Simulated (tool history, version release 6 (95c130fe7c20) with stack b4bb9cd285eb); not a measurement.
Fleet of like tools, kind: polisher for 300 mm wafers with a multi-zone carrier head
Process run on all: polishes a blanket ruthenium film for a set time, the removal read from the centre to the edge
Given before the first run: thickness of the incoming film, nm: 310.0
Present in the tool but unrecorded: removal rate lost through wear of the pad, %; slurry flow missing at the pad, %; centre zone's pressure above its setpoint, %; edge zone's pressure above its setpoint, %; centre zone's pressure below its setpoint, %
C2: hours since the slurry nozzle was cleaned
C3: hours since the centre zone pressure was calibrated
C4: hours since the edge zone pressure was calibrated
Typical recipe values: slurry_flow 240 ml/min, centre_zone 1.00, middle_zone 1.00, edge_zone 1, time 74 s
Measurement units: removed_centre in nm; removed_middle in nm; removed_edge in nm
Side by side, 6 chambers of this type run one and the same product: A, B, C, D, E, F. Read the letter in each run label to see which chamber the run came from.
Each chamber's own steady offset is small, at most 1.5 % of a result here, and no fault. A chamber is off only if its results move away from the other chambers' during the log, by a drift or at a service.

{"run": "1C", "day": 0.525, "slurry_flow": 240, "centre_zone": 1.0, "middle_zone": 1.0, "edge_zone": 1, "time": 74, "wafers polished on this pad": 189, "C2": 418.3, "C3": 945.4, "C4": 50.4, "removed_centre": 80.325, "removed_middle": 80.178, "removed_edge": 80.261}
{"run": "2A", "day": 0.975, "slurry_flow": 240, "centre_zone": 1.0, "middle_zone": 1.0, "edge_zone": 1, "time": 74, "wafers polished on this pad": 541, "C2": 500.3, "C3": 328.3, "C4": 73.6, "removed_centre": 79.745, "removed_middle": 80.714, "removed_edge": 79.217}
{"run": "3E", "day": 1.467, "slurry_flow": 240, "centre_zone": 1.0, "middle_zone": 1.0, "edge_zone": 1, "time": 74, "wafers polished on this pad": 754, "C2": 437.7, "C3": 432.8, "C4": 237.2, "removed_centre": 80.399, "removed_middle": 80.349, "removed_edge": 79.653}
{"day": 1.492, "done": "chamber E: worn pad replaced by a new one"}
{"day": 1.667, "done": "chamber F: worn pad replaced by a new one"}
{"day": 1.767, "done": "chamber A: worn pad replaced by a new one"}
{"run": "4D", "day": 1.8, "slurry_flow": 240, "centre_zone": 1.0, "middle_zone": 1.0, "edge_zone": 1, "time": 74, "wafers polished on this pad": 586, "C2": 282.5, "C3": 421.1, "C4": 163.4, "removed_centre": 80.291, "removed_middle": 80.689, "removed_edge": 80.528}
{"run": "5F", "day": 2.129, "slurry_flow": 240, "centre_zone": 1.05, "middle_zone": 1.0, "edge_zone": 1, "time": 74, "wafers polished on this pad": 104, "C2": 392.3, "C3": 95.9, "C4": 797.8, "removed_centre": 85.661, "removed_middle": 80.604, "removed_edge": 80.92}
{"run": "6B", "day": 2.525, "slurry_flow": 240, "centre_zone": 1.05, "middle_zone": 1.0, "edge_zone": 1, "time": 74, "wafers polished on this pad": 691, "C2": 176.3, "C3": 542.0, "C4": 449.1, "removed_centre": 83.588, "removed_middle": 80.036, "removed_edge": 80.282}
{"day": 2.612, "done": "chamber D: slurry nozzle cleaned"}
{"day": 2.85, "done": "chamber D: worn pad replaced by a new one"}
{"day": 2.85, "done": "chamber F: edge zone pressure recalibrated"}
{"day": 2.904, "done": "chamber B: edge zone pressure recalibrated"}
{"day": 2.942, "done": "chamber C: worn pad replaced by a new one"}
{"run": "7B", "day": 3.012, "slurry_flow": 240, "centre_zone": 1.05, "middle_zone": 1.0, "edge_zone": 1, "time": 74, "wafers polished on this pad": 800, "C2": 188.0, "C3": 553.7, "C4": 2.6, "removed_centre": 83.248, "removed_middle": 79.463, "removed_edge": 79.355}
{"run": "8D", "day": 3.396, "slurry_flow": 240, "centre_zone": 1.05, "middle_zone": 1.0, "edge_zone": 1, "time": 74, "wafers polished on this pad": 122, "C2": 18.8, "C3": 459.4, "C4": 201.7, "removed_centre": 86.029, "removed_middle": 80.432, "removed_edge": 79.934}
{"run": "9E", "day": 3.912, "slurry_flow": 240, "centre_zone": 1.05, "middle_zone": 1.0, "edge_zone": 1, "time": 74, "wafers polished on this pad": 540, "C2": 496.4, "C3": 491.5, "C4": 295.9, "removed_centre": 84.35, "removed_middle": 81.772, "removed_edge": 80.869}
{"run": "10C", "day": 4.467, "slurry_flow": 240, "centre_zone": 1.05, "middle_zone": 1.0, "edge_zone": 1, "time": 74, "wafers polished on this pad": 340, "C2": 512.9, "C3": 1040.0, "C4": 145.0, "removed_centre": 85.818, "removed_middle": 79.558, "removed_edge": 80.585}
{"run": "11F", "day": 4.967, "slurry_flow": 240, "centre_zone": 1.0, "middle_zone": 1.0, "edge_zone": 1, "time": 74, "wafers polished on this pad": 736, "C2": 460.4, "C3": 164.0, "C4": 50.8, "removed_centre": 80.348, "removed_middle": 80.016, "removed_edge": 80.761}
{"day": 5.229, "done": "chamber A: worn pad replaced by a new one"}
{"run": "12A", "day": 5.258, "slurry_flow": 310, "centre_zone": 1.09, "middle_zone": 1.0, "edge_zone": 1, "time": 74, "wafers polished on this pad": 6, "C2": 603.1, "C3": 431.1, "C4": 176.4, "removed_centre": 92.02, "removed_middle": 82.251, "removed_edge": 80.884}
{"day": 5.308, "done": "chamber E: worn pad replaced by a new one"}
{"run": "13E", "day": 5.562, "slurry_flow": 310, "centre_zone": 1.09, "middle_zone": 1.0, "edge_zone": 1, "time": 74, "wafers polished on this pad": 57, "C2": 536.0, "C3": 531.1, "C4": 335.5, "removed_centre": 89.877, "removed_middle": 83.661, "removed_edge": 81.694}
{"run": "14F", "day": 6.004, "slurry_flow": 310, "centre_zone": 1.09, "middle_zone": 1.0, "edge_zone": 1, "time": 74, "wafers polished on this pad": 968, "C2": 485.3, "C3": 188.9, "C4": 75.7, "removed_centre": 91.457, "removed_middle": 82.178, "removed_edge": 82.803}
{"day": 6.038, "done": "chamber D: worn pad replaced by a new one"}
{"run": "15D", "day": 6.304, "slurry_flow": 310, "centre_zone": 1.09, "middle_zone": 1.0, "edge_zone": 1, "time": 74, "wafers polished on this pad": 59, "C2": 88.6, "C3": 529.2, "C4": 271.5, "removed_centre": 91.737, "removed_middle": 83.657, "removed_edge": 81.925}
{"run": "16B", "day": 6.892, "slurry_flow": 310, "centre_zone": 1.09, "middle_zone": 1.0, "edge_zone": 1, "time": 74, "wafers polished on this pad": 1665, "C2": 281.1, "C3": 646.8, "C4": 95.7, "removed_centre": 87.086, "removed_middle": 79.623, "removed_edge": 78.454}
{"day": 6.962, "done": "chamber F: worn pad replaced by a new one"}
{"day": 6.967, "done": "chamber C: worn pad replaced by a new one"}
{"run": "17C", "day": 7.325, "slurry_flow": 310, "centre_zone": 1.09, "middle_zone": 1.0, "edge_zone": 1, "time": 74, "wafers polished on this pad": 80, "C2": 581.5, "C3": 1108.6, "C4": 213.6, "removed_centre": 92.491, "removed_middle": 83.083, "removed_edge": 81.074}
{"run": "18A", "day": 7.638, "slurry_flow": 240, "centre_zone": 1.0, "middle_zone": 0.91, "edge_zone": 1, "time": 74, "wafers polished on this pad": 537, "C2": 660.2, "C3": 488.2, "C4": 233.5, "removed_centre": 80.514, "removed_middle": 74.174, "removed_edge": 79.489}
{"run": "19F", "day": 8.2, "slurry_flow": 240, "centre_zone": 1.0, "middle_zone": 0.91, "edge_zone": 1, "time": 74, "wafers polished on this pad": 276, "C2": 538.0, "C3": 241.6, "C4": 128.4, "removed_centre": 78.824, "removed_middle": 73.674, "removed_edge": 81.871}
{"day": 8.388, "done": "chamber A: worn pad replaced by a new one"}
{"day": 8.667, "done": "chamber A: slurry nozzle cleaned"}
{"day": 8.692, "done": "chamber C: slurry nozzle cleaned"}
{"run": "20B", "day": 8.758, "slurry_flow": 240, "centre_zone": 1.0, "middle_zone": 0.91, "edge_zone": 1, "time": 74, "wafers polished on this pad": 2081, "C2": 325.9, "C3": 691.6, "C4": 140.5, "removed_centre": 76.033, "removed_middle": 69.807, "removed_edge": 75.688}
{"day": 8.958, "done": "chamber E: worn pad replaced by a new one"}
{"day": 9.046, "done": "chamber E: slurry nozzle cleaned"}
{"run": "21A", "day": 9.288, "slurry_flow": 240, "centre_zone": 1.0, "middle_zone": 0.91, "edge_zone": 1, "time": 74, "wafers polished on this pad": 201, "C2": 14.9, "C3": 527.8, "C4": 273.1, "removed_centre": 81.444, "removed_middle": 73.444, "removed_edge": 79.356}
{"run": "22E", "day": 9.65, "slurry_flow": 240, "centre_zone": 1.0, "middle_zone": 0.91, "edge_zone": 1, "time": 74, "wafers polished on this pad": 154, "C2": 14.5, "C3": 629.2, "C4": 433.6, "removed_centre": 80.855, "removed_middle": 73.73, "removed_edge": 80.516}
{"day": 10.075, "done": "chamber D: worn pad replaced by a new one"}
{"run": "23D", "day": 10.088, "slurry_flow": 240, "centre_zone": 1.0, "middle_zone": 0.91, "edge_zone": 1, "time": 74, "wafers polished on this pad": 3, "C2": 179.4, "C3": 620.0, "C4": 362.3, "removed_centre": 79.963, "removed_middle": 73.862, "removed_edge": 80.54}
{"day": 10.192, "done": "chamber C: worn pad replaced by a new one"}
{"run": "24C", "day": 10.479, "slurry_flow": 240, "centre_zone": 1.0, "middle_zone": 1.0, "edge_zone": 1, "time": 74, "wafers polished on this pad": 64, "C2": 42.9, "C3": 1184.3, "C4": 289.3, "removed_centre": 82.207, "removed_middle": 81.039, "removed_edge": 79.876}
{"run": "25B", "day": 10.825, "slurry_flow": 240, "centre_zone": 1.0, "middle_zone": 1.07, "edge_zone": 1, "time": 74, "wafers polished on this pad": 2542, "C2": 375.5, "C3": 741.2, "C4": 190.1, "removed_centre": 75.88, "removed_middle": 80.751, "removed_edge": 76.398}
{"run": "26E", "day": 11.204, "slurry_flow": 240, "centre_zone": 1.0, "middle_zone": 1.07, "edge_zone": 1, "time": 74, "wafers polished on this pad": 501, "C2": 51.8, "C3": 666.5, "C4": 470.9, "removed_centre": 81.122, "removed_middle": 85.311, "removed_edge": 80.634}
{"day": 11.271, "done": "chamber F: slurry nozzle cleaned"}
{"run": "27D", "day": 11.467, "slurry_flow": 240, "centre_zone": 1.0, "middle_zone": 1.07, "edge_zone": 1, "time": 74, "wafers polished on this pad": 310, "C2": 212.5, "C3": 653.1, "C4": 395.4, "removed_centre": 79.517, "removed_middle": 86.379, "removed_edge": 79.421}
{"day": 11.567, "done": "chamber A: worn pad replaced by a new one"}
{"run": "28A", "day": 11.767, "slurry_flow": 240, "centre_zone": 1.0, "middle_zone": 1.07, "edge_zone": 1, "time": 74, "wafers polished on this pad": 45, "C2": 74.4, "C3": 587.3, "C4": 332.6, "removed_centre": 80.271, "removed_middle": 86.187, "removed_edge": 79.201}
{"day": 11.946, "done": "chamber C: centre zone pressure recalibrated"}
{"day": 11.988, "done": "chamber F: worn pad replaced by a new one"}
{"run": "29F", "day": 12.238, "slurry_flow": 240, "centre_zone": 1.0, "middle_zone": 1.07, "edge_zone": 1, "time": 74, "wafers polished on this pad": 56, "C2": 23.3, "C3": 338.5, "C4": 225.3, "removed_centre": 79.217, "removed_middle": 86.494, "removed_edge": 81.469}
{"day": 12.6, "done": "chamber E: worn pad replaced by a new one"}
{"run": "30C", "day": 12.729, "slurry_flow": 240, "centre_zone": 1.0, "middle_zone": 1.07, "edge_zone": 1, "time": 74, "wafers polished on this pad": 565, "C2": 96.9, "C3": 18.9, "C4": 343.3, "removed_centre": 80.489, "removed_middle": 85.629, "removed_edge": 80.926}
{"run": "31E", "day": 13.162, "slurry_flow": 240, "centre_zone": 1.0, "middle_zone": 1.0, "edge_zone": 1, "time": 74, "wafers polished on this pad": 125, "C2": 98.8, "C3": 713.5, "C4": 517.9, "removed_centre": 79.363, "removed_middle": 80.991, "removed_edge": 81.199}
{"day": 13.304, "done": "chamber D: worn pad replaced by a new one"}
{"run": "32D", "day": 13.654, "slurry_flow": 240, "centre_zone": 1.0, "middle_zone": 1.0, "edge_zone": 1, "time": 74, "wafers polished on this pad": 78, "C2": 265.0, "C3": 705.6, "C4": 447.9, "removed_centre": 81.943, "removed_middle": 81.714, "removed_edge": 79.463}
{"run": "33C", "day": 14.254, "slurry_flow": 240, "centre_zone": 1.0, "middle_zone": 1.0, "edge_zone": 1, "time": 74, "wafers polished on this pad": 906, "C2": 133.5, "C3": 55.5, "C4": 379.9, "removed_centre": 79.425, "removed_middle": 80.208, "removed_edge": 80.786}
{"day": 14.404, "done": "chamber C: worn pad replaced by a new one"}
{"run": "34A", "day": 14.538, "slurry_flow": 240, "centre_zone": 1.0, "middle_zone": 1.0, "edge_zone": 1, "time": 74, "wafers polished on this pad": 663, "C2": 140.9, "C3": 653.8, "C4": 399.1, "removed_centre": 79.085, "removed_middle": 80.044, "removed_edge": 79.674}
{"day": 14.708, "done": "chamber A: worn pad replaced by a new one"}
{"run": "35F", "day": 14.942, "slurry_flow": 240, "centre_zone": 1.0, "middle_zone": 1.0, "edge_zone": 1, "time": 74, "wafers polished on this pad": 659, "C2": 88.2, "C3": 403.4, "C4": 290.2, "removed_centre": 81.421, "removed_middle": 80.547, "removed_edge": 81.891}
{"day": 15.217, "done": "chamber A: centre zone pressure recalibrated"}
{"run": "36B", "day": 15.35, "slurry_flow": 240, "centre_zone": 1.0, "middle_zone": 1.0, "edge_zone": 1, "time": 74, "wafers polished on this pad": 3551, "C2": 484.1, "C3": 849.8, "C4": 298.7, "removed_centre": 73.015, "removed_middle": 73.409, "removed_edge": 73.256}
{"run": "37E", "day": 15.75, "slurry_flow": 240, "centre_zone": 1.0, "middle_zone": 1.0, "edge_zone": 1, "time": 74, "wafers polished on this pad": 702, "C2": 160.9, "C3": 775.6, "C4": 580.0, "removed_centre": 80.196, "removed_middle": 79.895, "removed_edge": 79.228}
{"run": "38B", "day": 16.312, "slurry_flow": 240, "centre_zone": 1.0, "middle_zone": 1.0, "edge_zone": 1, "time": 74, "wafers polished on this pad": 3766, "C2": 507.2, "C3": 872.9, "C4": 321.8, "removed_centre": 73.51, "removed_middle": 73.845, "removed_edge": 72.608}
{"run": "39A", "day": 16.683, "slurry_flow": 240, "centre_zone": 1.0, "middle_zone": 1.0, "edge_zone": 1, "time": 74, "wafers polished on this pad": 441, "C2": 192.4, "C3": 35.3, "C4": 450.6, "removed_centre": 80.689, "removed_middle": 80.76, "removed_edge": 80.321}
{"run": "40C", "day": 17.121, "slurry_flow": 240, "centre_zone": 1.0, "middle_zone": 1.0, "edge_zone": 1, "time": 74, "wafers polished on this pad": 606, "C2": 202.3, "C3": 124.3, "C4": 448.7, "removed_centre": 79.571, "removed_middle": 79.627, "removed_edge": 80.902}
{"day": 17.442, "done": "chamber F: worn pad replaced by a new one"}
{"run": "41F", "day": 17.604, "slurry_flow": 240, "centre_zone": 1.0, "middle_zone": 1.0, "edge_zone": 1, "time": 74, "wafers polished on this pad": 37, "C2": 152.1, "C3": 467.3, "C4": 354.1, "removed_centre": 80.603, "removed_middle": 80.693, "removed_edge": 80.776}

The same settings go to every chamber for the next run, one line per chamber below. Forecast the results for each:
{"run": "42A", "day": 18.038, "slurry_flow": 240, "centre_zone": 1.0, "middle_zone": 1.0, "edge_zone": 1, "time": 74, "removed_centre": "?", "removed_middle": "?", "removed_edge": "?"}
{"run": "42B", "day": 18.038, "slurry_flow": 240, "centre_zone": 1.0, "middle_zone": 1.0, "edge_zone": 1, "time": 74, "removed_centre": "?", "removed_middle": "?", "removed_edge": "?"}
{"run": "42C", "day": 18.038, "slurry_flow": 240, "centre_zone": 1.0, "middle_zone": 1.0, "edge_zone": 1, "time": 74, "removed_centre": "?", "removed_middle": "?", "removed_edge": "?"}
{"run": "42D", "day": 18.038, "slurry_flow": 240, "centre_zone": 1.0, "middle_zone": 1.0, "edge_zone": 1, "time": 74, "removed_centre": "?", "removed_middle": "?", "removed_edge": "?"}
{"run": "42E", "day": 18.038, "slurry_flow": 240, "centre_zone": 1.0, "middle_zone": 1.0, "edge_zone": 1, "time": 74, "removed_centre": "?", "removed_middle": "?", "removed_edge": "?"}
{"run": "42F", "day": 18.038, "slurry_flow": 240, "centre_zone": 1.0, "middle_zone": 1.0, "edge_zone": 1, "time": 74, "removed_centre": "?", "removed_middle": "?", "removed_edge": "?"}

run=42A removed_centre=82.843 removed_middle=79.807 removed_edge=80.225
run=42B removed_centre=71.227 removed_middle=72.705 removed_edge=72.284
run=42C removed_centre=80.304 removed_middle=80.243 removed_edge=79.395
run=42D removed_centre=81.656 removed_middle=81.506 removed_edge=80.162
run=42E removed_centre=79.927 removed_middle=80.933 removed_edge=80.866
run=42F removed_centre=80.151 removed_middle=80.698 removed_edge=81.752
